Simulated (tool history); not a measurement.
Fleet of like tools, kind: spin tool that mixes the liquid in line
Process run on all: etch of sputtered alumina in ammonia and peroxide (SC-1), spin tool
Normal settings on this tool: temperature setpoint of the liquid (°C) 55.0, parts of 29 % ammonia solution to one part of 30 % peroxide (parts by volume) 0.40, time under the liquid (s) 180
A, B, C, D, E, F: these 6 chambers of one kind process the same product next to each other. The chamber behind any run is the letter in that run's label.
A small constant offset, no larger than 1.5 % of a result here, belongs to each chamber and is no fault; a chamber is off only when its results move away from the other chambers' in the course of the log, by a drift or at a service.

| run | hour | temperature setpoint of the liquid (°C) | parts of 29 % ammonia solution to one part of 30 % peroxide (parts by volume) | time under the liquid (s) | hours since the thermometer was replaced | hours since the ammonia flow meter was replaced | hours since the heated supply line was repaired | hours since the drum of ammonia solution was connected | read-back film thickness of the sputtered alumina reference wafer, read on the same gauge (nm) | thickness taken off the sputtered alumina on a monitor wafer (Å) |
|---|---|---|---|---|---|---|---|---|---|---|
| 1E | 4.5 | 55.0 | 0.40 | 180 | 848.8 | 1280.5 | 141.4 | 441.8 | 60.000 | 120.030 |
| 2A | 9.0 | 55.0 | 0.40 | 180 | 297.6 | 487.9 | 784.2 | 126.2 | 59.968 | 119.450 |
| 3B | 14.6 | 55.0 | 0.40 | 180 | 1336.0 | 515.9 | 1527.6 | 100.6 | 59.982 | 119.690 |
|  | 20.6 | chamber F: thermometer replaced |
| 4C | 20.6 | 55.0 | 0.40 | 180 | 1597.9 | 2021.8 | 697.5 | 103.6 | 59.994 | 120.350 |
| 5F | 25.6 | 55.0 | 0.40 | 180 | 5.0 | 622.4 | 2359.1 | 453.5 | 59.982 | 121.470 |
| 6D | 30.9 | 55.0 | 0.40 | 180 | 85.4 | 675.8 | 665.7 | 234.8 | 60.055 | 119.880 |
| 7B | 36.0 | 55.0 | 0.40 | 180 | 1357.4 | 537.3 | 1549.0 | 122.0 | 60.025 | 120.110 |
| 8D | 45.5 | 55.0 | 0.40 | 180 | 100.0 | 690.4 | 680.3 | 249.4 | 60.036 | 118.570 |
| 9F | 52.3 | 55.0 | 0.40 | 180 | 31.7 | 649.1 | 2385.8 | 480.2 | 60.013 | 122.190 |
|  | 53.5 | chamber F: new drum of ammonia solution connected |
| 10A | 58.8 | 55.0 | 0.25 | 265 | 347.4 | 537.7 | 834.0 | 176.0 | 60.041 | 169.590 |
| 11E | 67.3 | 55.0 | 0.25 | 265 | 911.6 | 1343.3 | 204.2 | 504.6 | 59.963 | 171.260 |
| 12C | 72.3 | 55.0 | 0.25 | 265 | 1649.6 | 2073.5 | 749.2 | 155.3 | 59.995 | 168.800 |
| 13A | 82.6 | 55.0 | 0.25 | 265 | 371.2 | 561.5 | 857.8 | 199.8 | 60.029 | 165.790 |
| 14D | 88.2 | 55.0 | 0.25 | 265 | 142.7 | 733.1 | 723.0 | 292.1 | 60.016 | 169.030 |
| 15B | 94.3 | 55.0 | 0.25 | 265 | 1415.7 | 595.6 | 1607.3 | 180.3 | 60.045 | 166.860 |
|  | 99.1 | chamber C: ammonia flow meter replaced |
| 16C | 102.4 | 55.0 | 0.40 | 180 | 1679.7 | 3.4 | 779.3 | 185.4 | 60.000 | 119.880 |
| 17E | 112.3 | 55.0 | 0.40 | 180 | 956.6 | 1388.3 | 249.2 | 549.6 | 60.004 | 120.420 |
| 18F | 117.4 | 45.5 | 0.30 | 180 | 96.8 | 714.2 | 2450.9 | 64.0 | 59.981 | 68.902 |
| 19F | 123.0 | 45.5 | 0.30 | 180 | 102.4 | 719.8 | 2456.5 | 69.6 | 60.013 | 69.027 |
| 20C | 132.8 | 45.5 | 0.30 | 180 | 1710.1 | 33.8 | 809.7 | 215.8 | 59.964 | 69.287 |
| 21E | 139.9 | 45.5 | 0.30 | 180 | 984.2 | 1415.9 | 276.8 | 577.2 | 59.986 | 69.755 |
| 22A | 146.5 | 45.5 | 0.30 | 180 | 435.1 | 625.4 | 921.7 | 263.7 | 59.987 | 67.581 |
| 23B | 152.0 | 45.5 | 0.30 | 180 | 1473.4 | 653.3 | 1665.0 | 238.0 | 60.012 | 69.328 |
| 24D | 157.0 | 55.0 | 0.40 | 180 | 211.5 | 801.9 | 791.8 | 360.9 | 60.036 | 119.730 |
| 25C | 165.8 | 55.0 | 0.40 | 180 | 1743.1 | 66.8 | 842.7 | 248.8 | 59.993 | 120.000 |
| 26D | 171.6 | 55.0 | 0.40 | 180 | 226.1 | 816.5 | 806.4 | 375.5 | 60.006 | 121.660 |
| 27A | 181.9 | 55.0 | 0.30 | 180 | 470.5 | 660.8 | 957.1 | 299.1 | 59.959 | 113.250 |
| 28B | 189.1 | 55.0 | 0.30 | 180 | 1510.5 | 690.4 | 1702.1 | 275.1 | 59.975 | 116.610 |
| 29E | 195.1 | 55.0 | 0.30 | 180 | 1039.4 | 1471.1 | 332.0 | 632.4 | 60.001 | 117.590 |
| 30F | 200.4 | 55.0 | 0.30 | 180 | 179.8 | 797.2 | 2533.9 | 147.0 | 60.015 | 116.370 |
| 31B | 210.0 | 55.0 | 0.30 | 180 | 1531.4 | 711.3 | 1723.0 | 296.0 | 59.973 | 116.290 |
|  | 213.8 | chamber E: new drum of ammonia solution connected |
| 32E | 220.0 | 55.0 | 0.30 | 180 | 1064.3 | 1496.0 | 356.9 | 6.3 | 60.001 | 117.790 |
| 33C | 226.4 | 50.5 | 0.40 | 135 | 1803.7 | 127.4 | 903.3 | 309.4 | 60.056 | 70.441 |
| 34D | 232.1 | 50.5 | 0.40 | 135 | 286.6 | 877.0 | 866.9 | 436.0 | 59.996 | 70.865 |
| 35F | 237.3 | 50.5 | 0.40 | 135 | 216.7 | 834.1 | 2570.8 | 183.9 | 60.048 | 70.113 |
|  | 239.2 | chamber E: ammonia flow meter replaced |
| 36A | 244.4 | 50.5 | 0.40 | 135 | 533.0 | 723.3 | 1019.6 | 361.6 | 59.989 | 65.990 |
| 37F | 248.9 | 50.5 | 0.40 | 135 | 228.3 | 845.7 | 2582.4 | 195.5 | 59.963 | 70.199 |
|  | 253.6 | chamber A: ammonia flow meter replaced |
| 38D | 256.8 | 50.5 | 0.40 | 135 | 311.3 | 901.7 | 891.6 | 460.7 | 59.939 | 70.357 |
| 39E | 262.9 | 55.0 | 0.40 | 180 | 1107.2 | 23.8 | 399.8 | 49.2 | 59.963 | 121.150 |
| 40A | 272.7 | 55.0 | 0.40 | 180 | 561.3 | 19.2 | 1047.9 | 389.9 | 60.026 | 112.810 |
| 41B | 282.4 | 55.0 | 0.40 | 180 | 1603.8 | 783.7 | 1795.4 | 368.4 | 59.993 | 119.940 |
| 42C | 289.4 | 55.0 | 0.40 | 180 | 1866.7 | 190.4 | 966.3 | 372.4 | 60.040 | 120.470 |
| 43E | 297.4 | 55.0 | 0.40 | 180 | 1141.7 | 58.3 | 434.3 | 83.7 | 59.995 | 120.170 |

Decide between three cases: one chamber stands off from its peers, the gauge reading all wafers drifts, or nothing is wrong past each chamber's small offset. Where a chamber is off, say which and what most likely put it there.

It is chamber A that slowly wanders off from its peers.
What lies behind it: temperature lost on the way to the wafer (K) = 1.23.
The log may not tell that from: liquid colder than its thermometer reads (K).

Chamber A could run next with any of the 4 candidate recipes listed below; each alters the usual settings, and their results appear as question marks. Which one brings its results back in line with what the other chambers deliver on the usual settings?
In-line tolerance around the mean of the other chambers on the usual settings: thickness taken off the sputtered alumina on a monitor wafer (Å) 2.800
| 44A-1 | 304.8 | 55.0 | 0.40 | 185 |  |  |  |  |  | ? |
| 44A-2 | 304.8 | 56.5 | 0.40 | 180 |  |  |  |  |  | ? |
| 44A-3 | 304.8 | 55.0 | 0.30 | 180 |  |  |  |  |  | ? |
| 44A-4 | 304.8 | 53.5 | 0.40 | 180 |  |  |  |  |  | ? |

The other chambers' mean on the usual settings: thickness taken off the sputtered alumina on a monitor wafer (Å) 120.000
| run | thickness taken off the sputtered alumina on a monitor wafer (Å) |
|---|---|
| 44A-1 | 114.450 |
| 44A-2 | 120.700 |
| 44A-3 | 108.400 |
| 44A-4 | 102.710 |
Change 44A-2 lands the chamber within the allowed miss of the other chambers.
